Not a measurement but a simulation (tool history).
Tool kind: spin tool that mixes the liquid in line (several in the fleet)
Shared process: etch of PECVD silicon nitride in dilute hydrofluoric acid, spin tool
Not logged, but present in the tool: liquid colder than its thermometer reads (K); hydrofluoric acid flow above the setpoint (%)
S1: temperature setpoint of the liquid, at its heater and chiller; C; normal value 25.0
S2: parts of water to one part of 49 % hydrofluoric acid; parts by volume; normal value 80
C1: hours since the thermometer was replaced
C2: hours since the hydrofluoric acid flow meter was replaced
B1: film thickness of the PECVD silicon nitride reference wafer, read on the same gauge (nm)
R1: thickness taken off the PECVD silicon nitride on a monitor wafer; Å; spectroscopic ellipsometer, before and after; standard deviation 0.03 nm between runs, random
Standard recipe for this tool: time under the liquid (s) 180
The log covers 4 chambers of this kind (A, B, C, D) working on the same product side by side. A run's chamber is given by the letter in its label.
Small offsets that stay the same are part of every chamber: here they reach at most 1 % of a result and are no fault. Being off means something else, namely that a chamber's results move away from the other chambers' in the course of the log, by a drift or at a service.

{"run": "1C", "hour": 3.4, "S1": 25.0, "S2": 80, "time under the liquid (s)": 180, "C1": 248.4, "C2": 1241.9, "B1": 140.0, "R1": 78.518}
{"run": "2A", "hour": 7.0, "S1": 25.0, "S2": 80, "time under the liquid (s)": 180, "C1": 504.9, "C2": 587.7, "B1": 139.97, "R1": 78.38}
{"run": "3D", "hour": 10.4, "S1": 25.0, "S2": 80, "time under the liquid (s)": 180, "C1": 1298.8, "C2": 987.6, "B1": 140.01, "R1": 79.068}
{"run": "4B", "hour": 13.1, "S1": 25.0, "S2": 80, "time under the liquid (s)": 180, "C1": 1905.1, "C2": 390.8, "B1": 140.0, "R1": 78.916}
{"run": "5A", "hour": 16.4, "S1": 25.0, "S2": 80, "time under the liquid (s)": 180, "C1": 514.3, "C2": 597.1, "B1": 139.99, "R1": 78.861}
{"run": "6C", "hour": 20.0, "S1": 25.0, "S2": 80, "time under the liquid (s)": 180, "C1": 265.0, "C2": 1258.5, "B1": 140.01, "R1": 78.854}
{"hour": 22.7, "done": "chamber D: hydrofluoric acid flow meter replaced"}
{"run": "7D", "hour": 23.2, "S1": 25.0, "S2": 80, "time under the liquid (s)": 180, "C1": 1311.6, "C2": 0.6, "B1": 140.0, "R1": 78.782}
{"run": "8B", "hour": 27.6, "S1": 25.0, "S2": 80, "time under the liquid (s)": 180, "C1": 1919.6, "C2": 405.3, "B1": 139.98, "R1": 78.699}
{"run": "9C", "hour": 31.5, "S1": 21.5, "S2": 80, "time under the liquid (s)": 180, "C1": 276.5, "C2": 1270.0, "B1": 139.99, "R1": 62.795}
{"run": "10B", "hour": 35.8, "S1": 21.5, "S2": 80, "time under the liquid (s)": 180, "C1": 1927.8, "C2": 413.5, "B1": 139.99, "R1": 62.365}
{"run": "11A", "hour": 38.8, "S1": 21.5, "S2": 80, "time under the liquid (s)": 180, "C1": 536.7, "C2": 619.5, "B1": 140.02, "R1": 62.155}
{"run": "12D", "hour": 41.3, "S1": 21.5, "S2": 80, "time under the liquid (s)": 180, "C1": 1329.7, "C2": 18.7, "B1": 139.99, "R1": 62.589}
{"run": "13C", "hour": 44.5, "S1": 25.0, "S2": 105, "time under the liquid (s)": 125, "C1": 289.5, "C2": 1283.0, "B1": 140.01, "R1": 42.13}
{"run": "14A", "hour": 49.4, "S1": 25.0, "S2": 105, "time under the liquid (s)": 125, "C1": 547.3, "C2": 630.1, "B1": 140.0, "R1": 42.26}
{"run": "15B", "hour": 54.3, "S1": 25.0, "S2": 105, "time under the liquid (s)": 125, "C1": 1946.3, "C2": 432.0, "B1": 139.98, "R1": 41.666}
{"run": "16D", "hour": 58.1, "S1": 25.0, "S2": 105, "time under the liquid (s)": 125, "C1": 1346.5, "C2": 35.5, "B1": 140.01, "R1": 41.769}
{"run": "17A", "hour": 60.7, "S1": 25.0, "S2": 80, "time under the liquid (s)": 180, "C1": 558.6, "C2": 641.4, "B1": 140.01, "R1": 78.831}
{"run": "18B", "hour": 65.1, "S1": 25.0, "S2": 80, "time under the liquid (s)": 180, "C1": 1957.1, "C2": 442.8, "B1": 139.99, "R1": 78.699}
{"run": "19C", "hour": 67.4, "S1": 25.0, "S2": 80, "time under the liquid (s)": 180, "C1": 312.4, "C2": 1305.9, "B1": 140.01, "R1": 78.675}
{"run": "20D", "hour": 70.4, "S1": 25.0, "S2": 80, "time under the liquid (s)": 180, "C1": 1358.8, "C2": 47.8, "B1": 139.99, "R1": 78.695}
{"run": "21D", "hour": 73.1, "S1": 25.0, "S2": 80, "time under the liquid (s)": 180, "C1": 1361.5, "C2": 50.5, "B1": 139.99, "R1": 78.947}
{"run": "22C", "hour": 75.7, "S1": 25.0, "S2": 80, "time under the liquid (s)": 180, "C1": 320.7, "C2": 1314.2, "B1": 139.99, "R1": 78.98}
{"run": "23B", "hour": 78.3, "S1": 25.0, "S2": 80, "time under the liquid (s)": 240, "C1": 1970.3, "C2": 456.0, "B1": 140.02, "R1": 104.65}
{"run": "24A", "hour": 80.5, "S1": 25.0, "S2": 80, "time under the liquid (s)": 240, "C1": 578.4, "C2": 661.2, "B1": 140.0, "R1": 104.85}
{"run": "25B", "hour": 84.1, "S1": 25.0, "S2": 80, "time under the liquid (s)": 240, "C1": 1976.1, "C2": 461.8, "B1": 139.99, "R1": 105.32}
{"run": "26C", "hour": 88.4, "S1": 25.0, "S2": 80, "time under the liquid (s)": 240, "C1": 333.4, "C2": 1326.9, "B1": 139.99, "R1": 106.05}

Which is it: a chamber that has drifted or been left off by a service, a gauge drift common to all chambers, or only each chamber's usual small offset? If a chamber is off, name it and its likeliest cause.

No chamber stands off beyond its own small offset, and the gauge holds steady.
